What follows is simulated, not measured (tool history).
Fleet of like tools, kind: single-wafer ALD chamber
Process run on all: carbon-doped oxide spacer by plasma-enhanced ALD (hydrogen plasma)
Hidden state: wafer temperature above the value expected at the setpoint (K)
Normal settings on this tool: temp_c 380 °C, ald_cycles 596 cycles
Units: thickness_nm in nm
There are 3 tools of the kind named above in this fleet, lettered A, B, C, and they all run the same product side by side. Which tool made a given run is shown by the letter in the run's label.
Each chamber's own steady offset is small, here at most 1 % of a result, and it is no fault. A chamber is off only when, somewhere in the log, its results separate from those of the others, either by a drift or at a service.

run	hour	temp_c	ald_cycles	hours since the last thermocouple change	read-back reference wafer on the same gauge, thickness_nm	thickness_nm
1B	2.4	380	596	1332.6	34.389	30.023
2A	6.8	380	596	1034.2	34.372	29.562
3C	10.7	380	596	695.7	34.352	29.85
4A	14	380	596	1041.4	34.345	29.793
5B	17.2	380	596	1347.4	34.356	29.449
6C	21.3	380	596	706.3	34.403	29.776
7A	23.8	380	596	1051.2	34.377	29.473
8C	27.6	389	549	712.6	34.438	27.287
9B	30	389	549	1360.2	34.395	27.478
10C	33.5	389	549	718.5	34.37	27.216
11B	37.8	380	596	1368	34.442	29.792
12A	41.8	380	596	1069.2	34.443	29.503
13B	44.3	380	596	1374.5	34.403	29.758
14C	46.7	380	596	731.7	34.353	29.663
15A	48.9	380	596	1076.3	34.408	29.558
16A	52.2	380	596	1079.6	34.351	29.75
17B	55.7	385	545	1385.9	34.482	27.203
18C	60.3	385	545	745.3	34.409	27.248
19C	62.6	385	545	747.6	34.369	26.986
20B	65.7	380	596	1395.9	34.363	30.129
21A	67.9	380	596	1095.3	34.411	29.68

What goes on in this fleet: one chamber off, a drifting gauge, or nothing beyond the chambers' own small offsets? Name the chamber and the cause, if any.

No chamber stands off beyond its own small offset, and the gauge holds steady.

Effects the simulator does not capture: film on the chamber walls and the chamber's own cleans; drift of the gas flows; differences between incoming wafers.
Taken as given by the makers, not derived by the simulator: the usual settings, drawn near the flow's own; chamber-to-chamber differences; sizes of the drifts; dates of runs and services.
